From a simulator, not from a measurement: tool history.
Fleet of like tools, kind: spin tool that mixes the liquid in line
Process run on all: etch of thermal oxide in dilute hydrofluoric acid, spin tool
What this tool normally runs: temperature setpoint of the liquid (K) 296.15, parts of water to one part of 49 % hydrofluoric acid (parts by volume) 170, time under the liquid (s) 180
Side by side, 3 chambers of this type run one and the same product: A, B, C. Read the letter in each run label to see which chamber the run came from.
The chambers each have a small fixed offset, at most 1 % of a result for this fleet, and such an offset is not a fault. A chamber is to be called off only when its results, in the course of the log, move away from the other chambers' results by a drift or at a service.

run	hour	temperature setpoint of the liquid (K)	parts of water to one part of 49 % hydrofluoric acid (parts by volume)	time under the liquid (s)	read-back film thickness of the thermal oxide reference wafer, read on the same gauge (nm)	thickness taken off the thermal oxide on a monitor wafer (Å)
1A	3.6	296.15	170	180	100.02	47.503
2B	8.3	296.15	170	180	100	47.039
3C	12	296.15	170	180	100.01	46.673
4A	18.3	296.15	170	180	100	46.909
5B	25	296.15	170	180	99.991	47.524
6C	31.9	296.15	170	180	100	47.566
7A	38.6	296.15	170	180	100	47.583
8C	42.7	296.15	170	180	99.996	47.282
9B	49.1	296.15	170	180	99.994	47.397
10C	56	296.15	170	180	100	46.675
11A	62.4	296.15	170	180	100.02	46.648
# hour 65.5: chamber C: hydrofluoric acid flow meter replaced
12B	69	296.15	170	180	100	46.975
13C	73.5	296.15	170	180	100	46.15
14A	77.7	296.15	170	180	100.01	46.333
15B	81	299.65	255	180	99.987	32.938
16C	87.3	299.65	255	180	100.01	32.081
17A	90.9	299.65	255	180	100.01	32.694
18B	96.2	296.15	170	180	99.995	47.957
19C	102.7	296.15	170	180	99.991	46.93
20B	109.7	296.15	170	180	99.988	47.603
21A	113.4	296.15	170	180	100	46.581
22A	120	296.15	170	180	100.01	46.961
23C	126.6	296.15	170	180	99.993	47.01
24B	132.4	296.15	170	180	99.998	48.432
25A	137.2	296.15	170	180	99.997	46.774
26C	141.3	296.15	170	180	99.993	46.556
27B	146.3	296.15	170	180	100	49.153
28C	149.8	293.15	170	180	99.983	41.938
29A	153.6	293.15	170	180	99.995	41.172
30B	157	293.15	170	180	99.999	42.796
31C	161.2	296.15	170	180	99.993	47.714
32A	167.6	296.15	170	180	100.01	46.853
33B	174.7	296.15	170	180	100.01	49.383
34C	179.9	296.15	170	180	99.997	46.255
35A	185.4	296.15	170	180	99.994	46.241
36B	190.8	296.15	170	180	100	48.988
37A	197	296.15	170	180	100	46.552
38B	201.8	296.15	85	180	100.02	109.7

The same settings go to every chamber for the next run, one line per chamber below. Forecast the results for each:
39A	207	296.15	170	180		?
39B	207	296.15	170	180		?
39C	207	296.15	170	180		?

run	thickness taken off the thermal oxide on a monitor wafer (Å)
39A	46.89
39B	50.035
39C	46.832

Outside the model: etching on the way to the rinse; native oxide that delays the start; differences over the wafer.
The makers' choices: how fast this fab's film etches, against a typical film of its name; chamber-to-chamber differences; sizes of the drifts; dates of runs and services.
